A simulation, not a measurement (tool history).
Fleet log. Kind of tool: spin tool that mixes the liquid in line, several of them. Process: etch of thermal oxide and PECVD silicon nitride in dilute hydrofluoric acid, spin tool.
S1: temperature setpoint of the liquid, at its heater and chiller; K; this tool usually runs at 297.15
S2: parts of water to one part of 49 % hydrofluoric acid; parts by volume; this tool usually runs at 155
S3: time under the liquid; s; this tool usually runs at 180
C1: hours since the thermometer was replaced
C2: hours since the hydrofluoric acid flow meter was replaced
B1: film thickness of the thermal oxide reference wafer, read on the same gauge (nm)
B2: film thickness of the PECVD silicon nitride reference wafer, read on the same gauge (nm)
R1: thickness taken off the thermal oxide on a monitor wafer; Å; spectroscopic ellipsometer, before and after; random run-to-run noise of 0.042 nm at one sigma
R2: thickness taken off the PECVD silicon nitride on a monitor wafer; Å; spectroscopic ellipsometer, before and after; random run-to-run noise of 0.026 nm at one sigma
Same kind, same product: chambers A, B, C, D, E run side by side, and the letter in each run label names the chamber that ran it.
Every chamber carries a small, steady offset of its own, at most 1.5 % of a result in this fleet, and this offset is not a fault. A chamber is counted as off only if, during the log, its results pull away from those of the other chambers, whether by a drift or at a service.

run	hour	S1	S2	S3	C1	C2	B1	B2	R1	R2
1E	8.8	297.15	155	180	799.3	1496.9	59.996	39.995	53.296	23.72
2C	21.5	297.15	155	180	952.4	932.8	59.964	40.03	53.862	24.069
3B	33.5	297.15	155	180	1044	329.6	59.975	39.978	54.191	24.231
4D	42	297.15	155	180	769.6	477.3	59.993	40.052	53.595	23.54
5A	53.8	297.15	155	180	491.7	1236.2	59.99	39.982	53.835	23.637
6B	68.8	293.65	155	145	1079.3	364.9	60.003	40.02	37.991	15.433
7D	77.4	293.65	155	145	805	512.7	59.981	40.026	37.921	15.118
8A	91.5	293.65	155	145	529.4	1273.9	59.997	39.982	38.405	15.578
9E	103.8	293.65	155	145	894.3	1591.9	59.963	39.98	37.73	15.021
10C	118.5	293.65	155	145	1049.4	1029.8	60.018	40.005	37.882	15.01
11D	131.7	301.15	155	265	859.3	567	59.978	39.952	92.577	44.25
12C	147.2	301.15	155	265	1078.1	1058.5	60.007	40.04	92.362	45.477
13B	159.9	301.15	155	265	1170.4	456	59.983	39.984	92.964	45.897
# hour 166.8: chamber A: hydrofluoric acid flow meter replaced
14A	167	301.15	155	265	604.9	0.3	60.018	39.978	92.531	44.517
15E	181.7	301.15	155	265	972.2	1669.8	60.006	39.992	91.72	45.305
# hour 191.6: chamber B: hydrofluoric acid flow meter replaced
16C	196.8	297.15	155	285	1127.7	1108.1	60.01	40.002	84.68	37.944
17A	212.4	297.15	155	285	650.3	45.7	60.016	39.994	85.899	36.917
18B	219.8	297.15	155	285	1230.3	28.2	59.99	39.981	85.501	37.996
19E	229.8	297.15	155	285	1020.3	1717.9	59.992	40.012	84.8	37.873
20D	238.8	297.15	155	285	966.4	674.1	59.974	40.021	85.383	37.387
21C	250.4	297.15	155	255	1181.3	1161.7	59.998	39.987	77.039	34.167
22A	261.7	297.15	155	255	699.6	95	60.035	39.989	76.351	33.497
23E	275.8	297.15	155	255	1066.3	1763.9	59.976	40.006	76.725	33.604
# hour 279.3: chamber D: hydrofluoric acid flow meter replaced
24B	289.2	297.15	155	255	1299.7	97.6	60	39.972	77.234	33.717
# hour 295.4: chamber D: thermometer replaced
25D	300.5	297.15	155	255	5.1	21.2	60.028	40.043	75.906	33.183
26C	315.9	297.15	155	180	1246.8	1227.2	59.977	40.001	53.777	23.936
27A	330.6	297.15	155	180	768.5	163.9	59.974	40.003	54.531	23.522
28E	338.9	297.15	155	180	1129.4	1827	59.93	40.043	54.369	23.536
29B	354.9	297.15	155	180	1365.4	163.3	59.987	40.006	53.903	23.642
30D	365.1	297.15	155	180	69.7	85.8	60.027	39.98	53.245	23.445

For the next run the whole fleet of 5 chambers uses the same settings. Give each chamber's results:
31A	376.5	297.15	155	145					?	?
31B	376.5	297.15	155	145					?	?
31C	376.5	297.15	155	145					?	?
31D	376.5	297.15	155	145					?	?
31E	376.5	297.15	155	145					?	?

run	R1	R2
31A	43.701	18.973
31B	43.553	19.424
31C	43.121	19.226
31D	43.67	18.912
31E	43.399	18.881
